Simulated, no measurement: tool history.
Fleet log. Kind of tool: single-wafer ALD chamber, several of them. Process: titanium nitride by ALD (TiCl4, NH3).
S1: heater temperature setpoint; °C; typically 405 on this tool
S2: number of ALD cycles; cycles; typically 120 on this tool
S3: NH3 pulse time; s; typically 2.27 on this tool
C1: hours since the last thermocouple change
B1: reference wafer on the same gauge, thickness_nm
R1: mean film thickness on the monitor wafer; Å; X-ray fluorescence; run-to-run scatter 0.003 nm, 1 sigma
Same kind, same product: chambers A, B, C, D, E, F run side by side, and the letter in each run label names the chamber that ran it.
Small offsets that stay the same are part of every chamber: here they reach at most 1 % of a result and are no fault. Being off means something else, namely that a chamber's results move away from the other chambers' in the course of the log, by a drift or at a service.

run   hour   S1   S2    S3      C1      B1      R1
 1D      2  405  120  2.27   845.4  2.5299  26.636
 2E    5.1  405  120  2.27    1912  2.5292  26.591
 3C    8.2  405  120  2.27  1583.6  2.5293   26.64
 4B   10.4  405  120  2.27   148.9  2.5287  26.396
 5A   14.3  405  138  1.48   639.5  2.5287  30.114
 6F   18.2  405  138  1.48    1478  2.5288  29.973
 7A   21.1  405  138  1.48   646.3  2.5277  30.012
 8B   24.5  405  138  1.48     163  2.5278  29.862
 9D   27.5  405  138  1.48   870.9  2.5266  30.019
10F   29.9  405  138  1.48  1489.7  2.5266  29.939
11C   33.6  405  120  2.27    1609  2.5258   26.63
12E   36.5  405  120  2.27  1943.4  2.5272  26.609
13A   38.9  395  120  2.71   664.1  2.5259  26.611
14B   42.4  395  120  2.71   180.9  2.5252  26.374
15C   44.6  395  120  2.71    1620  2.5265  26.652
16D   47.8  395  120  2.71   891.2  2.5247  26.612
17E   50.6  395  120  2.71  1957.5  2.5251  26.649
18F   53.2  395  120  2.71    1513  2.5248  26.487
19E   56.9  405  135  2.63  1963.8  2.5248  29.979
20D   60.8  405  135  2.63   904.2  2.5235  30.018
21F   63.4  405  135  2.63  1523.2  2.5237   29.87
22C   65.6  405  135  2.63    1641  2.5224  30.055
23A   69.9  405  135  2.63   695.1  2.5228  29.941
24B   72.9  405  135  2.63   211.4   2.522  29.697
25D   76.2  405  120  2.27   919.6  2.5221    26.5
26A   78.6  405  120  2.27   703.8  2.5221  26.539
27E     82  405  120  2.27  1988.9  2.5219  26.537
28F   86.2  405  120  2.27    1546  2.5214  26.411
29B   90.4  405  120  2.27   228.9  2.5211  26.328
30C   93.6  405  120  2.27    1669  2.5202  26.565
31B   95.6  405  120  2.27   234.1  2.5198  26.279
32C   99.3  405  100  1.95  1674.7  2.5197   21.98
33A  102.1  405  100  1.95   727.3  2.5199  21.982
34D  104.3  405  100  1.95   947.7  2.5192  21.967
35F  108.5  405  100  1.95  1568.3  2.5195  21.864
36E  111.2  405  100  1.95  2018.1  2.5187  21.972

Is one chamber off against the others, does the gauge drift, or is nothing wrong? If a chamber is off, say which, and what the likeliest cause is.

The gauge drifts, so all chambers seem to drift together. No chamber is off.
Most likely cause: gauge reads low (%) = 0.463.
